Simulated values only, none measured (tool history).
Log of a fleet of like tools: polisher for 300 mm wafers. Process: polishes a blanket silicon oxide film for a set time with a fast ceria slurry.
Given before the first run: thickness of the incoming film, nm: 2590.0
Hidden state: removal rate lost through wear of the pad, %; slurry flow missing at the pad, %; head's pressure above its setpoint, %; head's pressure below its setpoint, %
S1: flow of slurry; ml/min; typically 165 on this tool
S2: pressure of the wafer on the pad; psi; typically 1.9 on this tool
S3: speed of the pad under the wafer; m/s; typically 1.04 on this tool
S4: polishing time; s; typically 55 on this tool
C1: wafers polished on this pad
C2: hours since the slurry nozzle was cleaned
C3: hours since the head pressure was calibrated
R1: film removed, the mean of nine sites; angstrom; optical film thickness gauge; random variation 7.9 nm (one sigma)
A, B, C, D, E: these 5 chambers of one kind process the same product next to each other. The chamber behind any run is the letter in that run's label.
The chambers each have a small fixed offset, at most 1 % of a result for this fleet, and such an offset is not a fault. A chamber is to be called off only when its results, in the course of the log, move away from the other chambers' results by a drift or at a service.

run,hour,S1,S2,S3,S4,C1,C2,C3,R1
# hour 10.6: chamber D: slurry nozzle cleaned
# hour 12.8: chamber D: worn pad replaced by a new one
1A,14.4,165,1.9,1.04,55,916,120.6,368.6,7220.2
# hour 21.5: chamber A: worn pad replaced by a new one
2E,26.1,165,1.9,1.04,55,820,529.7,493.6,7289.5
# hour 26.9: chamber E: worn pad replaced by a new one
# hour 29.2: chamber C: worn pad replaced by a new one
3C,34.8,165,1.9,1.04,55,61,282.2,341.3,7267.1
4B,49.4,165,1.9,1.04,55,730,50.3,376.7,7131.1
5D,63.9,165,1.5,1.04,62,558,53.3,248.6,6390.8
6E,76.9,165,1.5,1.04,62,546,580.5,544.4,6276.4
7B,88.8,165,1.5,1.04,62,1160,89.7,416.1,6314.1
8C,97.2,165,1.5,1.04,62,743,344.6,403.7,6336.6
# hour 99.2: chamber A: worn pad replaced by a new one
# hour 103.5: chamber D: worn pad replaced by a new one
# hour 104.6: chamber E: worn pad replaced by a new one
9A,112.3,165,1.5,1.04,62,144,218.5,466.5,6545.5
# hour 118.9: chamber B: worn pad replaced by a new one
# hour 119.2: chamber D: head pressure recalibrated
10D,126.7,165,1.9,1.04,55,254,116.1,7.6,7284.7
11C,136.5,165,1.9,1.04,55,1172,383.9,443.0,7241.9
# hour 137.2: chamber C: worn pad replaced by a new one
# hour 142.8: chamber A: slurry nozzle cleaned
12B,151.1,165,1.5,1.04,55,352,152.0,478.4,5681.9
13D,163.5,165,1.5,1.04,55,656,152.9,44.4,5586.6
14E,173.4,165,1.5,1.04,55,751,677.0,640.9,5360.7
# hour 182.0: chamber B: head pressure recalibrated
15A,182.6,165,1.5,1.04,55,911,39.9,536.8,5629.4
# hour 187.9: chamber B: slurry nozzle cleaned
# hour 190.2: chamber D: worn pad replaced by a new one
# hour 193.5: chamber A: worn pad replaced by a new one
16A,195.0,165,1.5,1.04,55,16,52.3,549.2,5614.6
# hour 196.4: chamber E: worn pad replaced by a new one
17E,210.0,165,1.9,1.04,55,149,713.6,677.5,6874.5
# hour 212.2: chamber C: slurry nozzle cleaned
# hour 214.1: chamber C: head pressure recalibrated
18D,220.0,165,1.9,1.04,55,325,209.4,100.9,7252.8
19C,231.7,165,1.9,1.04,55,1032,19.5,17.6,7159.4
20B,242.0,165,1.9,1.04,55,1345,54.1,60.1,7098.1
21B,253.2,165,1.9,1.04,55,1467,65.3,71.3,7278.6
# hour 255.2: chamber B: worn pad replaced by a new one
22A,261.4,165,1.9,1.04,55,741,118.7,615.6,7161.4
# hour 264.2: chamber C: worn pad replaced by a new one
23D,272.4,165,1.9,1.04,55,897,261.8,153.3,7063.3
# hour 278.8: chamber D: worn pad replaced by a new one
24C,282.0,165,1.9,1.04,55,195,69.8,67.9,7200.6
# hour 285.8: chamber A: worn pad replaced by a new one
25E,291.4,165,1.9,1.04,55,1038,795.0,758.9,6666.8
# hour 291.6: chamber E: worn pad replaced by a new one
26E,304.0,165,1.9,1.04,55,135,807.6,771.5,6576.7
27B,315.6,165,1.9,1.04,55,660,127.7,133.7,7162.5
28D,322.8,165,1.3,1.04,55,481,312.2,203.7,4958.1
29C,333.3,165,1.3,1.04,55,755,121.1,119.2,4979.3
# hour 338.1: chamber E: slurry nozzle cleaned
30A,346.5,165,1.3,1.04,55,663,203.8,700.7,4962.3
# hour 357.5: chamber D: worn pad replaced by a new one
31E,357.7,165,1.3,1.04,55,722,19.7,825.2,4446.0
32B,370.4,165,1.3,1.04,55,1258,182.5,188.5,4875.1
# hour 373.3: chamber B: worn pad replaced by a new one
# hour 374.3: chamber A: worn pad replaced by a new one
# hour 374.8: chamber A: slurry nozzle cleaned
# hour 384.9: chamber A: head pressure recalibrated
33C,385.6,165,1.9,1.04,55,1326,173.4,171.5,7187.5
# hour 386.1: chamber C: worn pad replaced by a new one
34D,394.5,165,1.9,1.04,55,404,383.9,275.4,7211.0
35A,402.4,165,1.9,1.04,55,307,27.7,17.5,7225.5
36D,411.5,165,1.9,1.04,55,590,400.9,292.4,7273.6
# hour 411.6: chamber B: slurry nozzle cleaned
37A,424.4,165,2.1,1.04,47,547,49.7,39.5,6692.2
38C,433.4,165,2.1,1.04,47,516,221.2,219.3,6727.9
39B,440.7,165,2.1,1.04,47,736,29.2,258.8,6762.8

Each of the 5 chambers runs these same settings next. Fill in every chamber's results:
40A,451.6,165,1.9,1.04,55,,,,?
40B,451.6,165,1.9,1.04,55,,,,?
40C,451.6,165,1.9,1.04,55,,,,?
40D,451.6,165,1.9,1.04,55,,,,?
40E,451.6,165,1.9,1.04,55,,,,?

run,R1
40A,7110.1
40B,7213.2
40C,7226.7
40D,7172.0
40E,6372.8
